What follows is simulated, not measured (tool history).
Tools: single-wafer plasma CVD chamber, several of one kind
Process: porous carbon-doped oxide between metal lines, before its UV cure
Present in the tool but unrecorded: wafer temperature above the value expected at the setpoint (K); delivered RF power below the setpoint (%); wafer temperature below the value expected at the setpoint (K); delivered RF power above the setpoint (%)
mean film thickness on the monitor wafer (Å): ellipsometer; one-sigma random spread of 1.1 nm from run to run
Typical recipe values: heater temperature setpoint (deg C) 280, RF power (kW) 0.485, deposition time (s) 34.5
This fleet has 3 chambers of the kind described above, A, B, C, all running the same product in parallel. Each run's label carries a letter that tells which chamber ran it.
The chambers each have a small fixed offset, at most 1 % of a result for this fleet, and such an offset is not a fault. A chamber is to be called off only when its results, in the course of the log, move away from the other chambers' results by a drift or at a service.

run    day  heater temperature setpoint (deg C)  RF power (kW)  deposition time (s)  hours since the last thermocouple change  hours since the last RF generator calibration  read-back reference wafer on the same gauge, thickness_nm  mean film thickness on the monitor wafer (Å)
 1C  0.275                                  280          0.485                 34.5                                     214.9                                          677.7                                                     181.94                                        2032.0
 2A  0.562                                  280          0.485                 34.5                                     195.1                                          862.4                                                     182.22                                        2051.9
 3B  0.746                                  280          0.485                 34.5                                     788.1                                          714.5                                                     182.06                                        2040.1
 4C  0.929                                  280          0.485                 34.5                                     230.6                                          693.4                                                     181.86                                        2031.4
 5B  1.092                                  280          0.485                 34.5                                     796.4                                          722.8                                                     181.96                                        2039.6
 6A  1.317                                  280          0.485                 34.5                                     213.2                                          880.5                                                     181.87                                        2052.5
 7A  1.475                                  280          0.485                 34.5                                     217.0                                          884.3                                                     182.05                                        2065.4
 8B  1.721                                  280          0.485                 34.5                                     811.5                                          737.9                                                     181.91                                        2042.9
 9C  2.033                                  280          0.485                 34.5                                     257.1                                          719.9                                                     182.10                                        2046.0
     2.175  -- chamber B: thermocouple changed; heater temperature recalibrated
10A  2.350                                  280          0.485                 34.5                                     238.0                                          905.3                                                     182.01                                        2065.1
11C  2.588                                  280          0.485                 34.5                                     270.4                                          733.2                                                     181.88                                        2017.1
12B  2.846                                  280          0.485                 34.5                                      16.2                                          764.9                                                     181.84                                        2026.6
13B  3.058                                  280          0.535                 40.4                                      21.3                                          770.0                                                     182.15                                        2553.6
14A  3.358                                  280          0.535                 40.4                                     262.2                                          929.5                                                     181.97                                        2546.7
15C  3.642                                  280          0.535                 40.4                                     295.7                                          758.5                                                     182.06                                        2543.4
16A  3.796                                  280          0.485                 34.5                                     272.7                                          940.0                                                     181.95                                        2061.7
17C  4.054                                  280          0.485                 34.5                                     305.6                                          768.4                                                     181.96                                        2044.5
18B  4.221                                  280          0.485                 34.5                                      49.2                                          797.9                                                     182.21                                        2028.4
19A  4.462                                  280          0.485                 34.5                                     288.7                                          956.0                                                     182.03                                        2052.3
20C  4.717                                  280          0.485                 34.5                                     321.5                                          784.3                                                     181.99                                        2050.9
21B  4.992                                  280          0.485                 34.5                                      67.7                                          816.4                                                     181.83                                        2049.0
22C  5.150                                  280          0.485                 34.5                                     331.9                                          794.7                                                     182.03                                        2017.7
23B  5.308                                  280          0.485                 34.5                                      75.3                                          824.0                                                     181.87                                        2028.9
24A  5.625                                  280          0.485                 34.5                                     316.6                                          983.9                                                     182.22                                        2058.4
25C  5.838                                  280          0.485                 34.5                                     348.4                                          811.2                                                     181.94                                        2034.6
26B  6.088                                  280          0.485                 34.5                                      94.0                                          842.7                                                     182.03                                        2055.4
27A  6.229                                  280          0.485                 34.5                                     331.1                                          998.4                                                     181.88                                        2046.3
28B  6.371                                  280          0.485                 34.5                                     100.8                                          849.5                                                     181.97                                        2040.2
29A  6.638                                  291          0.485                 38.7                                     340.9                                         1008.2                                                     181.95                                        2161.7
30C  6.900                                  291          0.485                 38.7                                     373.9                                          836.7                                                     182.01                                        2130.8
31C  7.125                                  291          0.485                 38.7                                     379.3                                          842.1                                                     182.34                                        2134.6
32B  7.292                                  280          0.485                 34.5                                     122.9                                          871.6                                                     182.32                                        2037.6
33A  7.571                                  280          0.485                 34.5                                     363.3                                         1030.6                                                     181.85                                        2054.2
34A  7.888                                  280          0.580                 39.2                                     370.9                                         1038.2                                                     182.18                                        2631.4
35B  8.083                                  280          0.580                 39.2                                     141.9                                          890.6                                                     181.63                                        2626.2
36C  8.396                                  280          0.580                 39.2                                     409.8                                          872.6                                                     181.89                                        2616.0
37B  8.554                                  280          0.485                 34.5                                     153.2                                          901.9                                                     182.17                                        2031.3

All 3 chambers run these settings next. Forecast each chamber's results:
38A  8.783                                  280          0.485                 40.4                                                                                                                                                                                                 ?
38B  8.783                                  280          0.485                 40.4                                                                                                                                                                                                 ?
38C  8.783                                  280          0.485                 40.4                                                                                                                                                                                                 ?

run  mean film thickness on the monitor wafer (Å)
38A                                        2410.0
38B                                        2373.3
38C                                        2397.8
